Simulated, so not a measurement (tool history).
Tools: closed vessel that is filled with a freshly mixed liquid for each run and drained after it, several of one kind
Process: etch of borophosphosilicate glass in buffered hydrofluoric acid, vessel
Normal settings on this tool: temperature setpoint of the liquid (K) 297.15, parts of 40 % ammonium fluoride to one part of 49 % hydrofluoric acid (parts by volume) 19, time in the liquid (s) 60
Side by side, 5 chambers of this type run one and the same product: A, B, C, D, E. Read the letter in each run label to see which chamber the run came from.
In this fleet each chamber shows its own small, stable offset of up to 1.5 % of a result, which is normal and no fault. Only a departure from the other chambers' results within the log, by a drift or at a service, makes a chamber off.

run,hour,temperature setpoint of the liquid (K),parts of 40 % ammonium fluoride to one part of 49 % hydrofluoric acid (parts by volume),time in the liquid (s),"read-back film thickness of the borophosphosilicate glass reference wafer, read on the same gauge (nm)",thickness taken off the borophosphosilicate glass on a monitor wafer (nm)
1C,9.2,297.15,19,60,39.956,43.327
2A,19.6,297.15,19,60,40.006,43.473
3B,27.9,297.15,19,60,39.988,42.884
4E,38.5,297.15,19,60,39.958,43.589
5D,45.8,297.15,19,60,39.967,44.095
6E,52.2,297.15,19,60,40.014,42.959
7D,61.2,297.15,19,60,40.019,44.227
8C,66.7,297.15,19,60,40.037,43.24
9B,75.3,297.15,19,60,39.959,43.197
10A,82.6,297.15,19,60,39.957,43.812
11B,87.7,297.15,19,60,40.02,43.926
12D,98.7,297.15,15,60,39.977,55.22
13E,108.3,297.15,15,60,40.01,55.389
14A,119.1,297.15,15,60,39.979,54.595
15C,128.7,297.15,15,60,39.975,55.371
16A,139.1,297.15,15,60,39.973,55.883
17B,149,297.15,19,60,40.041,42.015
18D,153.9,297.15,19,60,39.927,44.034
19E,161.1,297.15,19,60,40.031,43.224
20C,169,297.15,19,60,39.947,42.982
21A,176.7,297.15,19,60,39.99,43.071
22B,185.2,297.15,19,60,39.984,41.813
# hour 189.7: chamber E: hydrofluoric acid flow meter replaced
23C,192.3,297.15,19,60,40.027,43.514
24D,200.3,299.65,19,70,40.035,57.517
25E,211.3,299.65,19,70,40.022,57.46
26A,219.8,299.65,19,70,39.959,58.342
27E,226.9,299.65,19,70,39.972,57.986
28B,233.3,299.65,19,70,39.933,54.614
29C,239.8,297.15,19,60,39.953,43.718
30D,247,297.15,19,60,40.009,43.662
31E,255.8,299.15,24.5,60,40.006,39.696

Is one chamber out of step, is the gauge drifting, or do the chambers differ by no more than their own small offsets? For an off chamber, give its letter and the likeliest cause.

Little by little, chamber B moves away from the other chambers.
Cause: hydrofluoric acid flow below the setpoint (%) = 8.74.
Not necessarily distinguishable in this log from: liquid colder than its thermometer reads (K).

Which of the 4 candidates below, each the usual settings with something changed and its results left as question marks, puts chamber B back in line with what the other chambers give on the usual settings?
A result is in line if it is within this distance of the other chambers' mean on the usual settings: thickness taken off the borophosphosilicate glass on a monitor wafer (nm) 1.3
32B-1,263.9,297.15,17.5,60,,?
32B-2,263.9,294.15,19,60,,?
32B-3,263.9,296.65,20.5,60,,?
32B-4,263.9,300.15,19,60,,?

The mean the other chambers reach with the usual settings: thickness taken off the borophosphosilicate glass on a monitor wafer (nm) 43.535
run,thickness taken off the borophosphosilicate glass on a monitor wafer (nm)
32B-1,43.024
32B-2,34.023
32B-3,37.032
32B-4,47.162
With 32B-1, the chamber falls back in line with the rest.

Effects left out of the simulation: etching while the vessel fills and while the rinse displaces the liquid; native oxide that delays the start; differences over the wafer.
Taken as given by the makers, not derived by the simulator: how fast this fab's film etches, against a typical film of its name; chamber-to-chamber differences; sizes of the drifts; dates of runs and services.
